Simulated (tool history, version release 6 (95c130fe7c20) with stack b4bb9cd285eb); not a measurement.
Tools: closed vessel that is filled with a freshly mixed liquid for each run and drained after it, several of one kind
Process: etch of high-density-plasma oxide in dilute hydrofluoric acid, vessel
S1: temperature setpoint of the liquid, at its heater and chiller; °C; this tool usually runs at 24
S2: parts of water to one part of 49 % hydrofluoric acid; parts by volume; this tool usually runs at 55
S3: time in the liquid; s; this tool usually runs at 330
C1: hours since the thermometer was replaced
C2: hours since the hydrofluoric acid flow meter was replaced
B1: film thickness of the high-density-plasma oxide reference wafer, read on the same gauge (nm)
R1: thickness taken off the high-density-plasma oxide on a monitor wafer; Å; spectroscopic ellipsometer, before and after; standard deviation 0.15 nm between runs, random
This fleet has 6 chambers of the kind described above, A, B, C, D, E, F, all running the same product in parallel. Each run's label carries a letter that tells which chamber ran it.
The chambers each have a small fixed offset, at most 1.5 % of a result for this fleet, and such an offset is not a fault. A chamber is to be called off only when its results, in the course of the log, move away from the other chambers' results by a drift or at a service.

Run 1B, hour 7.3: usual settings; C1 1162.7; C2 210.6; B1 39.995. Result: R1 323.77 Å.
At hour 10.8: chamber C: hydrofluoric acid flow meter replaced.
Run 2F, hour 20.9: usual settings; C1 760.6; C2 997.9; B1 40.005. Result: R1 320.21 Å.
Run 3E, hour 35.2: usual settings; C1 2139.6; C2 1534.5; B1 39.993. Result: R1 317.75 Å.
Run 4C, hour 47.3: usual settings; C1 1411.9; C2 36.5; B1 39.961. Result: R1 322.85 Å.
Run 5A, hour 57.1: usual settings but S2 70 parts by volume, S3 155 s; C1 1440.2; C2 841.9; B1 39.978. Result: R1 116.1 Å.
Run 6D, hour 70.5: usual settings but S2 70 parts by volume, S3 155 s; C1 1144.1; C2 541.4; B1 40.003. Result: R1 119.52 Å.
Run 7C, hour 82.7: usual settings but S2 70 parts by volume, S3 155 s; C1 1447.3; C2 71.9; B1 40.038. Result: R1 116 Å.
Run 8E, hour 90.5: usual settings but S2 70 parts by volume, S3 155 s; C1 2194.9; C2 1589.8; B1 40.001. Result: R1 116.43 Å.
Run 9D, hour 102.6: usual settings but S2 70 parts by volume, S3 155 s; C1 1176.2; C2 573.5; B1 40.01. Result: R1 120.2 Å.
Run 10B, hour 114.5: usual settings but S2 70 parts by volume, S3 155 s; C1 1269.9; C2 317.8; B1 40.021. Result: R1 117.69 Å.
Run 11A, hour 126.7: usual settings; C1 1509.8; C2 911.5; B1 39.986. Result: R1 321.09 Å.
At hour 130.7: chamber A: hydrofluoric acid flow meter replaced.
Run 12F, hour 138.5: usual settings but S3 160 s; C1 878.2; C2 1115.5; B1 40.007. Result: R1 155.47 Å.
Run 13A, hour 153.2: usual settings but S3 160 s; C1 1536.3; C2 22.5; B1 40.01. Result: R1 156.85 Å.
Run 14C, hour 167.7: usual settings but S3 160 s; C1 1532.3; C2 156.9; B1 40.029. Result: R1 155.94 Å.
Run 15E, hour 181: usual settings but S3 160 s; C1 2285.4; C2 1680.3; B1 39.995. Result: R1 156.41 Å.
Run 16D, hour 191.6: usual settings but S3 160 s; C1 1265.2; C2 662.5; B1 39.988. Result: R1 159.85 Å.
Run 17B, hour 202.5: usual settings but S3 160 s; C1 1357.9; C2 405.8; B1 40.005. Result: R1 157.12 Å.
Run 18F, hour 216.1: usual settings; C1 955.8; C2 1193.1; B1 39.943. Result: R1 322.61 Å.
Run 19B, hour 229.8: usual settings; C1 1385.2; C2 433.1; B1 39.986. Result: R1 322.33 Å.
Run 20D, hour 241.5: usual settings; C1 1315.1; C2 712.4; B1 40.01. Result: R1 329.7 Å.
At hour 250.6: chamber D: thermometer replaced.
Run 21F, hour 255.1: usual settings; C1 994.8; C2 1232.1; B1 40.024. Result: R1 320.3 Å.
Run 22A, hour 264.8: usual settings; C1 1647.9; C2 134.1; B1 40.002. Result: R1 321.11 Å.
Run 23E, hour 272.8: usual settings; C1 2377.2; C2 1772.1; B1 39.982. Result: R1 320.57 Å.
Run 24C, hour 279.8: usual settings; C1 1644.4; C2 269; B1 40.015. Result: R1 318.61 Å.
Run 25B, hour 290.3: usual settings; C1 1445.7; C2 493.6; B1 40.035. Result: R1 320.3 Å.
At hour 297.1: chamber C: thermometer replaced.
Run 26C, hour 298.3: usual settings; C1 1.3; C2 287.5; B1 40.025. Result: R1 321.11 Å.
Run 27F, hour 311.6: usual settings; C1 1051.3; C2 1288.6; B1 40.023. Result: R1 321.68 Å.
Run 28E, hour 322.3: usual settings; C1 2426.7; C2 1821.6; B1 40.016. Result: R1 319.61 Å.
Run 29D, hour 330.1: usual settings; C1 79.5; C2 801; B1 39.966. Result: R1 326.42 Å.
Run 30A, hour 344.7: usual settings but S2 30 parts by volume; C1 1727.8; C2 214; B1 40.012. Result: R1 619.7 Å.
At hour 356.3: chamber E: thermometer replaced.
Run 31D, hour 358: usual settings but S2 30 parts by volume; C1 107.4; C2 828.9; B1 40.016. Result: R1 614.85 Å.
Run 32F, hour 371.3: usual settings but S2 30 parts by volume; C1 1111; C2 1348.3; B1 40.004. Result: R1 603.79 Å.
Run 33B, hour 383: usual settings but S2 30 parts by volume; C1 1538.4; C2 586.3; B1 39.998. Result: R1 602.47 Å.
Run 34C, hour 392.2: usual settings but S2 30 parts by volume; C1 95.2; C2 381.4; B1 40.03. Result: R1 611.59 Å.
Run 35A, hour 401.2: usual settings but S2 30 parts by volume; C1 1784.3; C2 270.5; B1 39.973. Result: R1 615.22 Å.
Run 36E, hour 409.4: usual settings; C1 53.1; C2 1908.7; B1 40.039. Result: R1 316.31 Å.
Run 37D, hour 422.4: usual settings; C1 171.8; C2 893.3; B1 40.003. Result: R1 328.57 Å.

Each of the 6 chambers runs these same settings next. Fill in every chamber's results:
Run 38A, hour 433.1: usual settings. Result: R1 ?.
Run 38B, hour 433.1: usual settings. Result: R1 ?.
Run 38C, hour 433.1: usual settings. Result: R1 ?.
Run 38D, hour 433.1: usual settings. Result: R1 ?.
Run 38E, hour 433.1: usual settings. Result: R1 ?.
Run 38F, hour 433.1: usual settings. Result: R1 ?.

run      R1
38A  324.87
38B  312.95
38C  320.27
38D  327.05
38E   316.7
38F  320.17

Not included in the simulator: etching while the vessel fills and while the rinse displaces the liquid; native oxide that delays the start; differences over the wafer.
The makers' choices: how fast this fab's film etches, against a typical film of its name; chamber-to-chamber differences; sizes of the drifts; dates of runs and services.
